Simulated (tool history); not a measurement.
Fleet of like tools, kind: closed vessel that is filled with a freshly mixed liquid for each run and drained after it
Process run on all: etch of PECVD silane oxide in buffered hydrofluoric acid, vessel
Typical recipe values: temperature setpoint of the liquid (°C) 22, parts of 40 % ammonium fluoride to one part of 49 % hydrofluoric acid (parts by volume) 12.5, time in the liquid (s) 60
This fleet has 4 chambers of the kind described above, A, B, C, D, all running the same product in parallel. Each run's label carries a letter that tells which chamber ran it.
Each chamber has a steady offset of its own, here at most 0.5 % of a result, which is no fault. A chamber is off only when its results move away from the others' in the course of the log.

run,day,temperature setpoint of the liquid (°C),parts of 40 % ammonium fluoride to one part of 49 % hydrofluoric acid (parts by volume),time in the liquid (s),"read-back film thickness of the PECVD silane oxide reference wafer, read on the same gauge (nm)",thickness taken off the PECVD silane oxide on a monitor wafer (angstrom)
1C,0.133,22,12.5,60,140,990.67
2B,0.333,22,12.5,60,140.08,1005.7
3D,0.538,22,12.5,60,140.01,990.74
4A,0.733,22,12.5,60,140.05,970.41
5C,0.888,22,12.5,60,139.97,995.64
6D,1.054,24,12.5,60,139.97,1093.2
7B,1.283,24,12.5,60,139.95,1119.7
8A,1.504,24,12.5,60,140.04,1100
9B,1.688,24,12.5,60,140.04,1120.1
10D,1.904,22,15,60,140.06,829
11A,2.088,22,15,60,140.03,834.56
12C,2.238,22,15,60,140.07,821.71
13A,2.458,22,15,60,139.99,818
14B,2.583,22,12.5,60,140,1005.1
15D,2.738,22,12.5,60,140.04,996.25
16C,2.912,22,12.5,60,140.03,1018.4
17B,3.067,22,12.5,60,140.02,983.09
18A,3.212,22,12.5,35,139.98,574.19
19D,3.358,22,12.5,35,139.96,575.27
20C,3.542,22,12.5,35,140.04,600.23
21D,3.675,22,12.5,35,139.97,574.62
# day 3.721: chamber A: hydrofluoric acid flow meter replaced
22A,3.804,22,12.5,60,139.97,991.85
23C,3.954,22,12.5,60,140.04,1039.4
24B,4.158,22,12.5,60,140.02,1003.5
25D,4.333,22,12.5,60,139.97,979.14
26C,4.517,22,12.5,60,140.04,1046.5
27B,4.654,22,12.5,60,140.04,1004.1
28A,4.883,22,12.5,60,139.97,982.84
29A,5.096,22,12.5,60,139.98,988.3

Is one chamber out of step, is the gauge drifting, or do the chambers differ by no more than their own small offsets? For an off chamber, give its letter and the likeliest cause.

Chamber C drifts away from the others.
What lies behind it: hydrofluoric acid flow above the setpoint (%) = 5.97.
With only this log, it may be confused with: liquid hotter than its thermometer reads (K).

Chamber C could run next with any of the 4 candidate recipes listed below; each alters the usual settings, and their results appear as question marks. Which one brings its results back in line with what the other chambers deliver on the usual settings?
Allowed miss from the other chambers' usual-settings mean, per result, to count as in line: thickness taken off the PECVD silane oxide on a monitor wafer (angstrom) 32
30C-1,5.258,22,14,60,,?
30C-2,5.258,21,12.5,60,,?
30C-3,5.258,22.5,12,60,,?
30C-4,5.258,24.5,12.5,60,,?

Other chambers, usual settings, mean: thickness taken off the PECVD silane oxide on a monitor wafer (angstrom) 987.09
run,thickness taken off the PECVD silane oxide on a monitor wafer (angstrom)
30C-1,942.91
30C-2,998.46
30C-3,1128.3
30C-4,1207.8
The right change is 30C-2: it brings the chamber back within the allowed miss of the others.

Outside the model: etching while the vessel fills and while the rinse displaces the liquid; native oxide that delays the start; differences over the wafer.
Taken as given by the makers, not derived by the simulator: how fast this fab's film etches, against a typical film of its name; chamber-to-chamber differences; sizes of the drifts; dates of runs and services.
